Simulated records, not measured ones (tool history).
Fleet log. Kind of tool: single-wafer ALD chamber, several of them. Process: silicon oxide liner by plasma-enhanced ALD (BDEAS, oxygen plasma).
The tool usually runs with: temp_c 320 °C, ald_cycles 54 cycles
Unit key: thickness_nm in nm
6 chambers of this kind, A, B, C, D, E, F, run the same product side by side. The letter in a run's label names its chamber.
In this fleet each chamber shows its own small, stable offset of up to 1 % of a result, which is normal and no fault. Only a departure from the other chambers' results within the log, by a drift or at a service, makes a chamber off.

| run | hour | temp_c | ald_cycles | read-back reference wafer on the same gauge, thickness_nm | thickness_nm |
|---|---|---|---|---|---|
| 1B | 2.8 | 320 | 54 | 5.6212 | 4.883 |
| 2D | 5.6 | 320 | 54 | 5.6194 | 4.9293 |
| 3E | 9.4 | 320 | 54 | 5.6198 | 4.8636 |
| 4C | 14.7 | 320 | 54 | 5.6181 | 4.8938 |
| 5A | 20.1 | 320 | 54 | 5.6187 | 4.8709 |
| 6F | 23.4 | 334 | 54 | 5.6191 | 4.7613 |
| 7C | 25.9 | 334 | 54 | 5.6192 | 4.8028 |
| 8D | 28.9 | 334 | 54 | 5.6208 | 4.8259 |
| 9F | 32.4 | 334 | 54 | 5.6179 | 4.8001 |
| 10B | 35.9 | 334 | 54 | 5.6222 | 4.7883 |
| 11E | 38.6 | 334 | 54 | 5.6231 | 4.778 |
| 12A | 42.9 | 320 | 54 | 5.6192 | 4.8743 |
| 13A | 48.4 | 320 | 54 | 5.6212 | 4.8781 |
| 14D | 53.9 | 320 | 54 | 5.6153 | 4.9389 |
| 15C | 57.4 | 320 | 54 | 5.6167 | 4.8986 |
|  | 57.7 | chamber C: thermocouple changed; heater temperature recalibrated |
| 16E | 60.2 | 320 | 54 | 5.6208 | 4.866 |
| 17B | 63.4 | 320 | 54 | 5.6186 | 4.8825 |
| 18F | 67.6 | 320 | 54 | 5.6202 | 4.8753 |
| 19A | 70.1 | 320 | 54 | 5.6209 | 4.8926 |
| 20B | 72.7 | 320 | 54 | 5.6195 | 4.8931 |
| 21E | 77.1 | 320 | 54 | 5.6225 | 4.8645 |
| 22D | 80 | 320 | 62 | 5.6215 | 5.6723 |
| 23C | 82.6 | 320 | 62 | 5.6192 | 5.6149 |
| 24F | 85.7 | 320 | 62 | 5.6191 | 5.608 |
| 25B | 90.3 | 320 | 62 | 5.62 | 5.6079 |
| 26D | 93.4 | 320 | 62 | 5.6176 | 5.6781 |
| 27F | 96.8 | 320 | 62 | 5.6209 | 5.597 |
| 28E | 100.6 | 308 | 63 | 5.6201 | 5.7901 |
| 29C | 105.7 | 308 | 63 | 5.6189 | 5.8174 |
| 30A | 109.3 | 308 | 63 | 5.6195 | 5.8013 |
| 31B | 112.2 | 308 | 63 | 5.6231 | 5.8271 |
| 32F | 116.6 | 308 | 63 | 5.6199 | 5.7884 |
| 33E | 119.6 | 308 | 63 | 5.6205 | 5.7982 |
| 34C | 125 | 309 | 50 | 5.6194 | 4.6044 |
| 35A | 130.4 | 309 | 50 | 5.6215 | 4.5971 |
| 36D | 135.8 | 309 | 50 | 5.62 | 4.6365 |
| 37F | 139.1 | 309 | 50 | 5.6206 | 4.5827 |
| 38B | 144.5 | 309 | 50 | 5.6199 | 4.5925 |
| 39E | 149.9 | 309 | 50 | 5.6192 | 4.5992 |

Is one chamber out of step, is the gauge drifting, or do the chambers differ by no more than their own small offsets? For an off chamber, give its letter and the likeliest cause.

Nothing is wrong: each chamber keeps only its own small, steady offset and the gauge holds still.
